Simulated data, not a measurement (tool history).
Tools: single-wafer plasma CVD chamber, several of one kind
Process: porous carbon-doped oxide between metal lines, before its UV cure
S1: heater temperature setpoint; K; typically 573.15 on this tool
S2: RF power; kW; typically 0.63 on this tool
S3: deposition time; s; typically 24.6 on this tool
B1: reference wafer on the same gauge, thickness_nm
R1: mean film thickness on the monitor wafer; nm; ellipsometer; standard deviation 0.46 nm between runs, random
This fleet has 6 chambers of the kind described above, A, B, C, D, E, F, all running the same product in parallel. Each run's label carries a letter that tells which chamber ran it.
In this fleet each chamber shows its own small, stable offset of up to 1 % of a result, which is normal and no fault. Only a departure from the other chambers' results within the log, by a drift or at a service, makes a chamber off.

| run | hour | S1 | S2 | S3 | B1 | R1 |
|---|---|---|---|---|---|---|
| 1D | 8.6 | 573.15 | 0.63 | 24.6 | 168.99 | 155.98 |
| 2B | 18.5 | 573.15 | 0.63 | 24.6 | 169.01 | 155.88 |
| 3A | 28 | 573.15 | 0.63 | 24.6 | 168.94 | 156.43 |
| 4F | 34.7 | 573.15 | 0.63 | 24.6 | 168.93 | 156.38 |
| 5C | 42.5 | 573.15 | 0.63 | 24.6 | 168.96 | 155.36 |
| 6E | 51 | 573.15 | 0.63 | 24.6 | 168.97 | 154.85 |
| 7C | 60.5 | 573.15 | 0.63 | 24.6 | 168.97 | 155.63 |
| 8D | 69.1 | 573.15 | 0.63 | 24.6 | 169.13 | 156.4 |
| 9A | 79.2 | 573.15 | 0.63 | 24.6 | 168.97 | 156.6 |
| 10E | 88.1 | 573.15 | 0.63 | 24.6 | 169.09 | 155.01 |
| 11F | 97 | 573.15 | 0.63 | 24.6 | 168.95 | 154.21 |
| 12B | 104.6 | 573.15 | 0.555 | 24.6 | 169.08 | 142.58 |
| 13B | 109.8 | 573.15 | 0.555 | 24.6 | 169.04 | 144.37 |
| 14E | 115.8 | 573.15 | 0.555 | 24.6 | 169.01 | 142.4 |
| 15A | 123.3 | 573.15 | 0.555 | 24.6 | 168.95 | 144.64 |
| 16F | 128.2 | 573.15 | 0.555 | 24.6 | 169.01 | 142.13 |
| 17D | 134.6 | 573.15 | 0.555 | 24.6 | 169 | 143.9 |
| 18C | 142.3 | 573.15 | 0.63 | 24.6 | 169.05 | 156.41 |
| 19B | 150.3 | 573.15 | 0.63 | 24.6 | 169 | 156.06 |
| 20A | 155.9 | 573.15 | 0.63 | 24.6 | 169.02 | 156.71 |
| 21E | 165.6 | 573.15 | 0.63 | 24.6 | 169.02 | 155.28 |
| 22D | 172.3 | 573.15 | 0.63 | 20.6 | 168.99 | 131.53 |
| 23F | 180.5 | 573.15 | 0.63 | 20.6 | 168.88 | 129.22 |
| 24C | 189.2 | 573.15 | 0.63 | 20.6 | 168.89 | 131.78 |
| 25F | 197.6 | 573.15 | 0.63 | 20.6 | 169 | 128.18 |
| 26E | 203.3 | 573.15 | 0.63 | 20.6 | 168.88 | 130.73 |
| 27B | 209.1 | 573.15 | 0.63 | 20.6 | 169.01 | 130.86 |
| 28D | 213.5 | 573.15 | 0.63 | 24.6 | 168.93 | 156.43 |
| 29C | 223.3 | 584.15 | 0.545 | 24.6 | 168.95 | 133.61 |
| 30A | 230.9 | 584.15 | 0.545 | 24.6 | 169.03 | 133.7 |
| 31F | 238.2 | 584.15 | 0.545 | 24.6 | 168.94 | 130.48 |
| 32A | 244 | 584.15 | 0.545 | 24.6 | 169.11 | 133.78 |
| 33D | 249 | 584.15 | 0.545 | 24.6 | 168.95 | 134.92 |
| 34E | 257.6 | 584.15 | 0.545 | 24.6 | 168.99 | 132.19 |
| 35B | 266.8 | 573.15 | 0.63 | 24.6 | 169.04 | 156.62 |
| 36C | 272.7 | 573.15 | 0.63 | 24.6 | 169.03 | 156.07 |
| 37B | 282.2 | 573.15 | 0.63 | 24.6 | 169.08 | 155.71 |
| 38A | 289.3 | 573.15 | 0.63 | 28.8 | 168.84 | 183.72 |

Predict what each chamber gives when all 6 of them run the settings below next.
| 39A | 296.5 | 573.15 | 0.63 | 24.6 |  | ? |
| 39B | 296.5 | 573.15 | 0.63 | 24.6 |  | ? |
| 39C | 296.5 | 573.15 | 0.63 | 24.6 |  | ? |
| 39D | 296.5 | 573.15 | 0.63 | 24.6 |  | ? |
| 39E | 296.5 | 573.15 | 0.63 | 24.6 |  | ? |
| 39F | 296.5 | 573.15 | 0.63 | 24.6 |  | ? |

| run | R1 |
|---|---|
| 39A | 156.46 |
| 39B | 155.67 |
| 39C | 155.43 |
| 39D | 155.05 |
| 39E | 154.77 |
| 39F | 150.68 |

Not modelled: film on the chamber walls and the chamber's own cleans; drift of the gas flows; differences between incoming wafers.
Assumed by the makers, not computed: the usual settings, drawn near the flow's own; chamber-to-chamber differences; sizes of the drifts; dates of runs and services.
